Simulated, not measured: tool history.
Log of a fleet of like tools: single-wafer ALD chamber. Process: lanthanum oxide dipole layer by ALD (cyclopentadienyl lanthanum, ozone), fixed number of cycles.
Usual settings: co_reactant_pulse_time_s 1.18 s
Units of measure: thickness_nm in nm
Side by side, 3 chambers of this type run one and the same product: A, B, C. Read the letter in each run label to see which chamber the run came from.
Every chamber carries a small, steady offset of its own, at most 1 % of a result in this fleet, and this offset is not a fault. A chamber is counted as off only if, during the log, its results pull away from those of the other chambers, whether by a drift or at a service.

run,hour,co_reactant_pulse_time_s,hours since the last thermocouple change,hours since the last ozone generator service,"read-back reference wafer on the same gauge, thickness_nm",thickness_nm
1A,13.1,1.18,844.2,998.7,0.56394,0.52567
2B,26.3,1.18,630.3,526,0.56371,0.52866
3C,38.8,1.18,898.3,744.4,0.56376,0.51973
4B,53.7,1.18,657.7,553.4,0.56352,0.52873
# hour 58.9: chamber A: ozone generator serviced
5C,66.4,1.18,925.9,772,0.56344,0.51829
6A,81.3,1.62,912.4,22.5,0.56317,0.55716
7C,94.1,1.62,953.6,799.7,0.56314,0.55118
8A,101.8,1.62,932.9,43,0.56312,0.55658
9B,109.7,1.18,713.7,609.4,0.56303,0.52757
10C,124.9,1.18,984.4,830.5,0.56285,0.51909
11A,132.9,1.18,964,74.1,0.56279,0.52502
12B,142,1.18,746,641.7,0.56267,0.52726
13B,149.5,1.18,753.5,649.2,0.56246,0.52763
14C,164.1,1.18,1023.6,869.7,0.56242,0.51895
15A,179.9,1.49,1011,121.1,0.56231,0.54807
16B,191.7,1.49,795.7,691.4,0.56209,0.55209
17A,201.8,1.49,1032.9,143,0.56216,0.54825
18C,211.4,1.18,1070.9,917,0.56195,0.51746
19B,223.7,1.18,827.7,723.4,0.56176,0.52628
20C,232.3,1.49,1091.8,937.9,0.56181,0.54203
21A,240,1.49,1071.1,181.2,0.56157,0.547
# hour 251.9: chamber C: ozone generator serviced
22A,252.2,1.49,1083.3,193.4,0.56161,0.54841
23C,260.8,1.18,1120.3,8.9,0.56148,0.51736
24B,269,1.18,873,768.7,0.56153,0.52738
25C,281.3,1.18,1140.8,29.4,0.56129,0.51676

Which is it: a chamber that has drifted or been left off by a service, a gauge drift common to all chambers, or only each chamber's usual small offset? If a chamber is off, name it and its likeliest cause.

The gauge drifts, so all chambers seem to drift together. No chamber is off.
Most likely cause: gauge reads low (%) = 0.491.
